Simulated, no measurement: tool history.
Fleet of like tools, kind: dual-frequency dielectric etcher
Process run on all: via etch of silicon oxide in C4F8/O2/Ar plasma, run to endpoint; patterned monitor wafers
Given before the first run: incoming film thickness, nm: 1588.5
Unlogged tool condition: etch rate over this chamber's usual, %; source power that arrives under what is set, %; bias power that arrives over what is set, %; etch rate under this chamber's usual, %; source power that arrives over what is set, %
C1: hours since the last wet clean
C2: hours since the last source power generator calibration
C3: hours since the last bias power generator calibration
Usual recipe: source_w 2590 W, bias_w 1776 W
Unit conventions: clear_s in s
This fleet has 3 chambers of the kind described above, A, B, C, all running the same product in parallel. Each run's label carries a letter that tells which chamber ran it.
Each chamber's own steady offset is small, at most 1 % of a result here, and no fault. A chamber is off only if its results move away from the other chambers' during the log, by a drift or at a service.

Run 1A, hour 4.1: usual settings; C1 33.4; C2 1638.7; C3 1800.6. Result: clear_s 293.69 s.
Run 2B, hour 9.2: usual settings; C1 346.1; C2 18.5; C3 2265.5. Result: clear_s 295.36 s.
Run 3C, hour 14.5: usual settings; C1 338.1; C2 2572.2; C3 199.6. Result: clear_s 292.45 s.
Run 4C, hour 20.4: usual settings; C1 344.0; C2 2578.1; C3 205.5. Result: clear_s 291.52 s.
Run 5A, hour 26.0: usual settings but source_w 2840 W, bias_w 1542 W; C1 55.3; C2 1660.6; C3 1822.5. Result: clear_s 290.14 s.
Run 6B, hour 29.5: usual settings but source_w 2840 W, bias_w 1542 W; C1 366.4; C2 38.8; C3 2285.8. Result: clear_s 295.55 s.
Run 7C, hour 36.2: usual settings but source_w 2840 W, bias_w 1542 W; C1 359.8; C2 2593.9; C3 221.3. Result: clear_s 292.94 s.
Run 8B, hour 39.2: usual settings; C1 376.1; C2 48.5; C3 2295.5. Result: clear_s 295.00 s.
Run 9A, hour 42.9: usual settings; C1 72.2; C2 1677.5; C3 1839.4. Result: clear_s 295.92 s.
Run 10C, hour 45.9: usual settings; C1 369.5; C2 2603.6; C3 231.0. Result: clear_s 290.62 s.
Run 11B, hour 52.4: usual settings; C1 389.3; C2 61.7; C3 2308.7. Result: clear_s 295.67 s.
Run 12A, hour 57.9: usual settings but bias_w 1996 W; C1 87.2; C2 1692.5; C3 1854.4. Result: clear_s 286.31 s.
Run 13B, hour 64.3: usual settings but bias_w 1996 W; C1 401.2; C2 73.6; C3 2320.6. Result: clear_s 289.31 s.
Run 14A, hour 67.3: usual settings but bias_w 1996 W; C1 96.6; C2 1701.9; C3 1863.8. Result: clear_s 283.67 s.
Run 15C, hour 73.2: usual settings; C1 396.8; C2 2630.9; C3 258.3. Result: clear_s 293.16 s.
Run 16A, hour 79.9: usual settings but bias_w 1571 W; C1 109.2; C2 1714.5; C3 1876.4. Result: clear_s 298.13 s.
Run 17B, hour 83.7: usual settings but bias_w 1571 W; C1 420.6; C2 93.0; C3 2340.0. Result: clear_s 312.12 s.
Run 18C, hour 86.9: usual settings but bias_w 1571 W; C1 410.5; C2 2644.6; C3 272.0. Result: clear_s 303.74 s.
Run 19A, hour 91.0: usual settings but source_w 3190 W; C1 120.3; C2 1725.6; C3 1887.5. Result: clear_s 269.50 s.
Run 20B, hour 94.6: usual settings but source_w 3190 W; C1 431.5; C2 103.9; C3 2350.9. Result: clear_s 279.86 s.
Run 21C, hour 101.0: usual settings but source_w 3190 W; C1 424.6; C2 2658.7; C3 286.1. Result: clear_s 270.76 s.
Run 22C, hour 104.7: usual settings but source_w 2300 W, bias_w 1492 W; C1 428.3; C2 2662.4; C3 289.8. Result: clear_s 320.77 s.
Run 23A, hour 108.7: usual settings but source_w 2300 W, bias_w 1492 W; C1 138.0; C2 1743.3; C3 1905.2. Result: clear_s 320.23 s.
Run 24B, hour 114.2: usual settings but source_w 2300 W, bias_w 1492 W; C1 451.1; C2 123.5; C3 2370.5. Result: clear_s 337.10 s.
Run 25C, hour 118.7: usual settings; C1 442.3; C2 2676.4; C3 303.8. Result: clear_s 292.54 s.
Run 26B, hour 125.0: usual settings; C1 461.9; C2 134.3; C3 2381.3. Result: clear_s 307.96 s.
Run 27A, hour 128.9: usual settings; C1 158.2; C2 1763.5; C3 1925.4. Result: clear_s 294.27 s.
Run 28A, hour 133.8: usual settings; C1 163.1; C2 1768.4; C3 1930.3. Result: clear_s 295.20 s.

All chambers now run identical settings, listed one chamber a line with results as question marks. What results will each chamber show?
Run 29A, hour 138.6: usual settings. Result: clear_s ?.
Run 29B, hour 138.6: usual settings. Result: clear_s ?.
Run 29C, hour 138.6: usual settings. Result: clear_s ?.

run  clear_s
29A   293.21
29B   311.45
29C   291.91

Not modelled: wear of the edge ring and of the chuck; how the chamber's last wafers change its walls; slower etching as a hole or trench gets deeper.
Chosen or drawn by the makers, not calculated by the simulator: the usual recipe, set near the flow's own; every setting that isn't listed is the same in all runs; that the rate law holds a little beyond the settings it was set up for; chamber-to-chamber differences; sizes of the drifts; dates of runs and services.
